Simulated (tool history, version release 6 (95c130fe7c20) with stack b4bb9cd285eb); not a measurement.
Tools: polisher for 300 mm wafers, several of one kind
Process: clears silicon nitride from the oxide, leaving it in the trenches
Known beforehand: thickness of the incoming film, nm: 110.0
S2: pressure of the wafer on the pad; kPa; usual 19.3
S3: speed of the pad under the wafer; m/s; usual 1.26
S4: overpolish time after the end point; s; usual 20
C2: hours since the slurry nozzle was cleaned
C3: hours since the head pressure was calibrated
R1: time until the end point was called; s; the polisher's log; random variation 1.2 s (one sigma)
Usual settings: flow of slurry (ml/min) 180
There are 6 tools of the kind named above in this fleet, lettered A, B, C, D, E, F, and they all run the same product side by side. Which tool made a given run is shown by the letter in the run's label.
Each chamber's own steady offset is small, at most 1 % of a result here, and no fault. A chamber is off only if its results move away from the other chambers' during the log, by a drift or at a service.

run 1E day=0.112 | flow_of_slurry_(ml/min)=180 S2=19.3 S3=1.26 S4=20 | wafers_polished_on_this_pad=486 C2=94.3 C3=1232.6 | R1=90.067
run 2B day=0.300 | flow_of_slurry_(ml/min)=180 S2=19.3 S3=1.26 S4=20 | wafers_polished_on_this_pad=1157 C2=250.4 C3=889.4 | R1=89.231
-- day=0.446 chamber D: worn pad replaced by a new one
run 3D day=0.471 | flow_of_slurry_(ml/min)=180 S2=19.3 S3=1.26 S4=20 | wafers_polished_on_this_pad=6 C2=116.1 C3=444.0 | R1=89.859
run 4C day=0.675 | flow_of_slurry_(ml/min)=180 S2=19.3 S3=1.26 S4=20 | wafers_polished_on_this_pad=1353 C2=21.8 C3=870.6 | R1=87.585
-- day=0.712 chamber C: worn pad replaced by a new one
run 5F day=0.808 | flow_of_slurry_(ml/min)=180 S2=19.3 S3=1.26 S4=20 | wafers_polished_on_this_pad=259 C2=102.2 C3=111.3 | R1=88.279
run 6A day=0.929 | flow_of_slurry_(ml/min)=180 S2=19.3 S3=1.26 S4=20 | wafers_polished_on_this_pad=360 C2=307.3 C3=976.0 | R1=87.975
-- day=1.079 chamber B: worn pad replaced by a new one
run 7A day=1.104 | flow_of_slurry_(ml/min)=180 S2=19.3 S3=0.88 S4=20 | wafers_polished_on_this_pad=399 C2=311.5 C3=980.2 | R1=126.700
run 8D day=1.233 | flow_of_slurry_(ml/min)=180 S2=19.3 S3=0.88 S4=20 | wafers_polished_on_this_pad=178 C2=134.4 C3=462.3 | R1=130.350
run 9C day=1.475 | flow_of_slurry_(ml/min)=180 S2=19.3 S3=0.88 S4=20 | wafers_polished_on_this_pad=173 C2=41.0 C3=889.8 | R1=128.650
run 10B day=1.717 | flow_of_slurry_(ml/min)=180 S2=19.3 S3=0.88 S4=20 | wafers_polished_on_this_pad=144 C2=284.4 C3=923.4 | R1=128.930
-- day=1.829 chamber E: worn pad replaced by a new one
run 11F day=1.933 | flow_of_slurry_(ml/min)=180 S2=19.3 S3=0.88 S4=20 | wafers_polished_on_this_pad=514 C2=129.2 C3=138.3 | R1=125.090
run 12E day=2.079 | flow_of_slurry_(ml/min)=180 S2=19.3 S3=0.88 S4=20 | wafers_polished_on_this_pad=56 C2=141.5 C3=1279.8 | R1=129.090
run 13D day=2.296 | flow_of_slurry_(ml/min)=180 S2=19.3 S3=1.26 S4=20 | wafers_polished_on_this_pad=419 C2=159.9 C3=487.8 | R1=89.791
run 14C day=2.538 | flow_of_slurry_(ml/min)=180 S2=19.3 S3=1.26 S4=20 | wafers_polished_on_this_pad=414 C2=66.5 C3=915.3 | R1=89.610
run 15A day=2.729 | flow_of_slurry_(ml/min)=205 S2=19.3 S3=1.26 S4=30 | wafers_polished_on_this_pad=767 C2=350.5 C3=1019.2 | R1=89.312
run 16F day=2.900 | flow_of_slurry_(ml/min)=205 S2=19.3 S3=1.26 S4=30 | wafers_polished_on_this_pad=733 C2=152.4 C3=161.5 | R1=88.227
-- day=2.983 chamber D: worn pad replaced by a new one
run 17E day=3.092 | flow_of_slurry_(ml/min)=205 S2=19.3 S3=1.26 S4=30 | wafers_polished_on_this_pad=286 C2=165.8 C3=1304.1 | R1=86.768
run 18B day=3.279 | flow_of_slurry_(ml/min)=205 S2=19.3 S3=1.26 S4=30 | wafers_polished_on_this_pad=498 C2=321.9 C3=960.9 | R1=88.452
run 19E day=3.475 | flow_of_slurry_(ml/min)=205 S2=19.3 S3=1.26 S4=30 | wafers_polished_on_this_pad=373 C2=175.0 C3=1313.3 | R1=88.464
-- day=3.488 chamber E: head pressure recalibrated
run 20D day=3.725 | flow_of_slurry_(ml/min)=205 S2=19.3 S3=1.26 S4=30 | wafers_polished_on_this_pad=168 C2=194.2 C3=522.1 | R1=88.951
run 21C day=3.942 | flow_of_slurry_(ml/min)=180 S2=19.3 S3=1.26 S4=20 | wafers_polished_on_this_pad=732 C2=100.2 C3=949.0 | R1=89.794
-- day=4.071 chamber F: worn pad replaced by a new one
run 22F day=4.096 | flow_of_slurry_(ml/min)=180 S2=19.3 S3=1.26 S4=20 | wafers_polished_on_this_pad=5 C2=181.1 C3=190.2 | R1=89.729
-- day=4.188 chamber E: slurry nozzle cleaned
run 23A day=4.308 | flow_of_slurry_(ml/min)=145 S2=19.3 S3=1.26 S4=12 | wafers_polished_on_this_pad=1125 C2=388.4 C3=1057.1 | R1=95.200
-- day=4.458 chamber C: head pressure recalibrated
run 24B day=4.462 | flow_of_slurry_(ml/min)=145 S2=19.3 S3=1.26 S4=12 | wafers_polished_on_this_pad=766 C2=350.3 C3=989.3 | R1=93.317
run 25F day=4.650 | flow_of_slurry_(ml/min)=145 S2=19.3 S3=1.26 S4=12 | wafers_polished_on_this_pad=131 C2=194.4 C3=203.5 | R1=91.207
run 26E day=4.858 | flow_of_slurry_(ml/min)=145 S2=19.3 S3=1.26 S4=12 | wafers_polished_on_this_pad=686 C2=16.2 C3=32.9 | R1=94.876
run 27D day=5.079 | flow_of_slurry_(ml/min)=145 S2=19.3 S3=1.26 S4=12 | wafers_polished_on_this_pad=475 C2=226.7 C3=554.6 | R1=92.347
run 28A day=5.200 | flow_of_slurry_(ml/min)=145 S2=19.3 S3=1.26 S4=12 | wafers_polished_on_this_pad=1327 C2=409.8 C3=1078.5 | R1=92.288
run 29C day=5.429 | flow_of_slurry_(ml/min)=180 S2=19.3 S3=1.26 S4=20 | wafers_polished_on_this_pad=1068 C2=135.9 C3=23.3 | R1=89.858
-- day=5.517 chamber D: worn pad replaced by a new one
-- day=5.550 chamber E: worn pad replaced by a new one
run 30B day=5.679 | flow_of_slurry_(ml/min)=180 S2=19.3 S3=1.26 S4=20 | wafers_polished_on_this_pad=1041 C2=379.5 C3=1018.5 | R1=90.034
-- day=5.783 chamber F: slurry nozzle cleaned
-- day=5.883 chamber A: worn pad replaced by a new one
run 31C day=5.904 | flow_of_slurry_(ml/min)=180 S2=19.3 S3=1.26 S4=20 | wafers_polished_on_this_pad=1176 C2=147.3 C3=34.7 | R1=90.701
run 32A day=6.067 | flow_of_slurry_(ml/min)=180 S2=19.3 S3=1.26 S4=20 | wafers_polished_on_this_pad=41 C2=430.6 C3=1099.3 | R1=89.903
-- day=6.100 chamber B: worn pad replaced by a new one
run 33B day=6.250 | flow_of_slurry_(ml/min)=205 S2=19.3 S3=1.64 S4=20 | wafers_polished_on_this_pad=34 C2=393.2 C3=1032.2 | R1=67.785
run 34D day=6.379 | flow_of_slurry_(ml/min)=205 S2=19.3 S3=1.64 S4=20 | wafers_polished_on_this_pad=195 C2=257.9 C3=585.8 | R1=69.025
run 35E day=6.508 | flow_of_slurry_(ml/min)=205 S2=19.3 S3=1.64 S4=20 | wafers_polished_on_this_pad=217 C2=55.8 C3=72.5 | R1=67.252
run 36F day=6.675 | flow_of_slurry_(ml/min)=205 S2=19.3 S3=1.64 S4=20 | wafers_polished_on_this_pad=590 C2=21.5 C3=252.1 | R1=66.849

Next, every chamber runs the same settings. What will each give?
run 37A day=6.854 | flow_of_slurry_(ml/min)=180 S2=19.3 S3=1.26 S4=20 | R1=?
run 37B day=6.854 | flow_of_slurry_(ml/min)=180 S2=19.3 S3=1.26 S4=20 | R1=?
run 37C day=6.854 | flow_of_slurry_(ml/min)=180 S2=19.3 S3=1.26 S4=20 | R1=?
run 37D day=6.854 | flow_of_slurry_(ml/min)=180 S2=19.3 S3=1.26 S4=20 | R1=?
run 37E day=6.854 | flow_of_slurry_(ml/min)=180 S2=19.3 S3=1.26 S4=20 | R1=?
run 37F day=6.854 | flow_of_slurry_(ml/min)=180 S2=19.3 S3=1.26 S4=20 | R1=?

run=37A R1=90.610
run=37B R1=88.653
run=37C R1=90.216
run=37D R1=90.104
run=37E R1=88.785
run=37F R1=89.697
